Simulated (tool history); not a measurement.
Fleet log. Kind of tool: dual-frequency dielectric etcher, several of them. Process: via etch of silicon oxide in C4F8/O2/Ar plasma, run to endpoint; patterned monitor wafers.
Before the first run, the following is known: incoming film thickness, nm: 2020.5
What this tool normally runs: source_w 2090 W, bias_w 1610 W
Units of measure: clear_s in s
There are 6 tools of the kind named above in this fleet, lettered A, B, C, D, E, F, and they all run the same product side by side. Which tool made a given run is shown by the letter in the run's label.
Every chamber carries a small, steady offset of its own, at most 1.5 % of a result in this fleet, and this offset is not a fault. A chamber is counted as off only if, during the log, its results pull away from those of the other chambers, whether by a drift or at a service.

| run | day | source_w | bias_w | hours since the last wet clean | hours since the last source power generator calibration | hours since the last bias power generator calibration | clear_s |
|---|---|---|---|---|---|---|---|
| 1D | 0.458 | 2090 | 1610 | 451.5 | 3630.6 | 1087.0 | 419.40 |
| 2F | 0.767 | 2090 | 1610 | 238.0 | 433.1 | 200.6 | 409.99 |
|  | 1.071 | chamber D: wet clean of the chamber |
| 3E | 1.138 | 2090 | 1610 | 111.0 | 1054.7 | 1884.7 | 418.10 |
| 4A | 1.446 | 2090 | 1610 | 208.2 | 1136.6 | 609.4 | 418.18 |
|  | 1.558 | chamber B: wet clean of the chamber |
| 5B | 1.988 | 2090 | 1610 | 10.3 | 1484.4 | 2756.7 | 416.94 |
| 6C | 2.442 | 2090 | 1610 | 551.1 | 183.1 | 562.5 | 419.79 |
| 7B | 2.808 | 2090 | 1610 | 30.0 | 1504.1 | 2776.4 | 417.02 |
|  | 2.829 | chamber C: wet clean of the chamber |
| 8C | 3.325 | 2090 | 1610 | 12.0 | 204.3 | 583.7 | 421.12 |
| 9A | 3.625 | 2270 | 1443 | 260.5 | 1188.9 | 661.7 | 410.55 |
| 10E | 4.000 | 2270 | 1443 | 179.7 | 1123.4 | 1953.4 | 415.37 |
| 11F | 4.558 | 2270 | 1443 | 329.0 | 524.1 | 291.6 | 408.82 |
| 12D | 4.975 | 2270 | 1443 | 93.7 | 3739.0 | 1195.4 | 414.97 |
| 13D | 5.267 | 2270 | 1443 | 100.7 | 3746.0 | 1202.4 | 415.32 |
| 14B | 5.679 | 2270 | 1443 | 98.9 | 1573.0 | 2845.3 | 413.93 |
| 15E | 5.979 | 2090 | 1610 | 227.2 | 1170.9 | 2000.9 | 414.50 |
|  | 6.033 | chamber F: wet clean of the chamber |
| 16F | 6.342 | 1790 | 1787 | 7.5 | 566.9 | 334.4 | 422.88 |
| 17A | 6.712 | 1790 | 1787 | 334.6 | 1263.0 | 735.8 | 429.95 |
| 18C | 6.967 | 1790 | 1787 | 99.4 | 291.7 | 671.1 | 435.91 |
| 19A | 7.271 | 1790 | 1787 | 348.0 | 1276.4 | 749.2 | 428.91 |
| 20E | 7.783 | 1790 | 1787 | 270.5 | 1214.2 | 2044.2 | 432.00 |
| 21C | 8.083 | 1790 | 1787 | 126.2 | 318.5 | 697.9 | 430.49 |
| 22B | 8.625 | 2090 | 1610 | 169.6 | 1643.7 | 2916.0 | 416.14 |
| 23D | 8.904 | 1630 | 1341 | 188.0 | 3833.3 | 1289.7 | 486.61 |
| 24F | 9.350 | 1630 | 1341 | 79.7 | 639.1 | 406.6 | 477.36 |
| 25A | 9.900 | 1630 | 1341 | 411.1 | 1339.5 | 812.3 | 483.61 |
| 26E | 10.325 | 1630 | 1341 | 331.5 | 1275.2 | 2105.2 | 482.26 |
| 27D | 10.871 | 1630 | 1341 | 235.2 | 3880.5 | 1336.9 | 484.55 |
| 28C | 11.283 | 1630 | 1341 | 203.0 | 395.3 | 774.7 | 486.15 |
| 29F | 11.683 | 2090 | 1610 | 135.7 | 695.1 | 462.6 | 410.96 |
| 30B | 12.092 | 2090 | 1950 | 252.8 | 1726.9 | 2999.2 | 394.05 |
| 31B | 12.562 | 2090 | 1950 | 264.1 | 1738.2 | 3010.5 | 394.61 |
| 32A | 13.054 | 2090 | 1950 | 486.8 | 1415.2 | 888.0 | 393.41 |
| 33D | 13.350 | 2090 | 1950 | 294.7 | 3940.0 | 1396.4 | 395.61 |
| 34E | 13.846 | 2090 | 1950 | 416.0 | 1359.7 | 2189.7 | 393.27 |
| 35C | 14.167 | 2090 | 1950 | 272.2 | 464.5 | 843.9 | 397.14 |
| 36F | 14.454 | 2090 | 1610 | 202.2 | 761.6 | 529.1 | 410.39 |
| 37C | 14.950 | 2090 | 1610 | 291.0 | 483.3 | 862.7 | 418.49 |
| 38F | 15.300 | 2090 | 1610 | 222.5 | 781.9 | 549.4 | 412.32 |
| 39E | 15.738 | 2090 | 1610 | 461.4 | 1405.1 | 2235.1 | 416.90 |
| 40A | 16.083 | 2090 | 1610 | 559.5 | 1487.9 | 960.7 | 414.63 |

Decide between three cases: one chamber stands off from its peers, the gauge reading all wafers drifts, or nothing is wrong past each chamber's small offset. Where a chamber is off, say which and what most likely put it there.

No chamber is off and the gauge is stable; the differences are just each chamber's small, constant offset.
